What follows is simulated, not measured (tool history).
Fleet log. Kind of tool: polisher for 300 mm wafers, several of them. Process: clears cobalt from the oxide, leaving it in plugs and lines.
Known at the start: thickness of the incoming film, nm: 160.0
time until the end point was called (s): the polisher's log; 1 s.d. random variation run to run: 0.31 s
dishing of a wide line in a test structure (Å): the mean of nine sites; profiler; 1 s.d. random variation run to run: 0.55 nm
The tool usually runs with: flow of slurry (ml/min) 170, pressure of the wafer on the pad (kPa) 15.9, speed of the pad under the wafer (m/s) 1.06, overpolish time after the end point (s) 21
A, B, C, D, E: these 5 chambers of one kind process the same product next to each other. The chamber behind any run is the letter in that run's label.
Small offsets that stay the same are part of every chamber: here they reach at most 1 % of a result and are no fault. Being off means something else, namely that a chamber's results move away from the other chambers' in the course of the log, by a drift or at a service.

| run | hour | flow of slurry (ml/min) | pressure of the wafer on the pad (kPa) | speed of the pad under the wafer (m/s) | overpolish time after the end point (s) | time until the end point was called (s) | dishing of a wide line in a test structure (Å) |
|---|---|---|---|---|---|---|---|
|  | 7.9 | chamber C: worn pad replaced by a new one |
| 1A | 11.6 | 170 | 15.9 | 1.06 | 21 | 24.161 | 524.71 |
| 2C | 20.9 | 170 | 15.9 | 1.06 | 21 | 24.805 | 521.25 |
| 3B | 29.4 | 170 | 15.9 | 1.06 | 21 | 24.546 | 532.39 |
|  | 33.4 | chamber B: worn pad replaced by a new one |
| 4E | 38.0 | 170 | 15.9 | 1.06 | 21 | 25.064 | 517.17 |
|  | 42.2 | chamber E: worn pad replaced by a new one |
|  | 46.1 | chamber A: worn pad replaced by a new one |
|  | 47.3 | chamber C: slurry nozzle cleaned |
| 5D | 49.4 | 170 | 15.9 | 1.06 | 21 | 25.055 | 528.53 |
|  | 53.4 | chamber D: worn pad replaced by a new one |
|  | 58.9 | chamber B: head pressure recalibrated |
| 6B | 61.0 | 230 | 15.9 | 1.32 | 21 | 19.252 | 567.04 |
| 7D | 72.0 | 230 | 15.9 | 1.32 | 21 | 19.177 | 567.43 |
| 8A | 80.5 | 230 | 15.9 | 1.32 | 21 | 18.518 | 553.61 |
| 9E | 91.9 | 230 | 15.9 | 1.32 | 21 | 19.429 | 549.45 |
|  | 92.2 | chamber A: head pressure recalibrated |
| 10C | 103.3 | 230 | 15.9 | 1.32 | 21 | 18.674 | 564.04 |
|  | 104.2 | chamber B: worn pad replaced by a new one |
| 11D | 112.2 | 225 | 15.9 | 1.06 | 21 | 23.497 | 528.28 |
|  | 113.8 | chamber C: worn pad replaced by a new one |
|  | 115.7 | chamber E: worn pad replaced by a new one |
| 12C | 122.3 | 225 | 15.9 | 1.06 | 21 | 23.224 | 526.34 |
| 13B | 131.8 | 225 | 15.9 | 1.06 | 21 | 23.505 | 544.97 |
|  | 144.0 | chamber A: worn pad replaced by a new one |
| 14E | 144.4 | 225 | 15.9 | 1.06 | 21 | 23.654 | 524.44 |
| 15A | 150.0 | 225 | 15.9 | 1.06 | 21 | 23.785 | 519.65 |
|  | 158.4 | chamber D: worn pad replaced by a new one |
| 16C | 161.2 | 170 | 15.9 | 1.06 | 21 | 24.765 | 526.79 |
| 17E | 167.5 | 170 | 15.9 | 1.06 | 21 | 24.773 | 527.05 |
| 18B | 180.0 | 170 | 15.9 | 1.06 | 21 | 24.722 | 536.92 |
|  | 181.7 | chamber B: worn pad replaced by a new one |
| 19D | 185.7 | 170 | 15.9 | 1.06 | 21 | 24.398 | 528.38 |
|  | 190.5 | chamber E: worn pad replaced by a new one |
| 20A | 198.3 | 170 | 15.9 | 1.06 | 21 | 24.620 | 515.94 |
|  | 199.6 | chamber E: slurry nozzle cleaned |
| 21D | 207.1 | 170 | 15.9 | 1.06 | 21 | 24.948 | 528.67 |
|  | 209.9 | chamber C: worn pad replaced by a new one |
| 22B | 213.6 | 170 | 15.9 | 1.06 | 11 | 24.566 | 409.79 |
| 23E | 224.4 | 170 | 15.9 | 1.06 | 11 | 24.589 | 409.82 |
| 24C | 231.4 | 170 | 15.9 | 1.06 | 11 | 24.318 | 413.84 |
|  | 242.0 | chamber A: worn pad replaced by a new one |
| 25A | 242.5 | 170 | 15.9 | 1.06 | 11 | 25.129 | 408.25 |
| 26A | 253.5 | 170 | 15.9 | 1.06 | 11 | 25.793 | 400.79 |
| 27E | 259.9 | 170 | 15.9 | 1.06 | 21 | 25.122 | 519.04 |
|  | 263.8 | chamber B: worn pad replaced by a new one |
|  | 263.8 | chamber D: worn pad replaced by a new one |
| 28B | 267.7 | 170 | 15.9 | 1.06 | 21 | 24.770 | 538.85 |
| 29C | 280.8 | 170 | 15.9 | 1.06 | 21 | 24.704 | 528.98 |
|  | 282.5 | chamber E: worn pad replaced by a new one |
| 30D | 286.6 | 170 | 15.9 | 1.06 | 21 | 24.645 | 534.13 |
| 31B | 299.0 | 170 | 15.9 | 1.06 | 21 | 24.496 | 528.57 |
|  | 300.1 | chamber C: worn pad replaced by a new one |
| 32E | 308.3 | 170 | 15.9 | 1.06 | 21 | 24.600 | 513.88 |
| 33A | 320.5 | 170 | 21.4 | 0.72 | 21 | 28.934 | 505.96 |
|  | 332.1 | chamber B: slurry nozzle cleaned |
| 34C | 332.9 | 170 | 21.4 | 0.72 | 21 | 26.910 | 512.33 |
|  | 334.9 | chamber B: worn pad replaced by a new one |
| 35D | 343.5 | 170 | 21.4 | 0.72 | 21 | 27.838 | 512.52 |
|  | 353.9 | chamber A: worn pad replaced by a new one |
| 36B | 356.2 | 170 | 21.4 | 0.72 | 21 | 26.836 | 522.13 |
|  | 360.2 | chamber E: worn pad replaced by a new one |
| 37A | 361.9 | 170 | 21.4 | 0.72 | 21 | 29.657 | 498.43 |
| 38E | 369.6 | 170 | 15.9 | 1.06 | 21 | 24.370 | 526.67 |
|  | 370.6 | chamber D: worn pad replaced by a new one |
| 39D | 377.9 | 170 | 15.9 | 1.06 | 21 | 24.422 | 527.00 |
| 40C | 388.1 | 170 | 15.9 | 1.06 | 21 | 24.458 | 530.69 |
| 41D | 400.1 | 170 | 15.9 | 1.06 | 21 | 24.490 | 522.06 |
| 42B | 407.1 | 170 | 15.9 | 1.06 | 21 | 24.260 | 527.80 |
| 43E | 413.3 | 170 | 15.9 | 1.06 | 21 | 24.833 | 522.07 |

Next, all 5 chambers run the settings below, one line each with question marks for the results. What does each chamber give?
| 44A | 422.7 | 170 | 15.9 | 1.06 | 21 | ? | ? |
| 44B | 422.7 | 170 | 15.9 | 1.06 | 21 | ? | ? |
| 44C | 422.7 | 170 | 15.9 | 1.06 | 21 | ? | ? |
| 44D | 422.7 | 170 | 15.9 | 1.06 | 21 | ? | ? |
| 44E | 422.7 | 170 | 15.9 | 1.06 | 21 | ? | ? |

| run | time until the end point was called (s) | dishing of a wide line in a test structure (Å) |
|---|---|---|
| 44A | 27.629 | 517.36 |
| 44B | 24.549 | 534.30 |
| 44C | 24.507 | 531.41 |
| 44D | 25.179 | 521.59 |
| 44E | 24.585 | 526.74 |
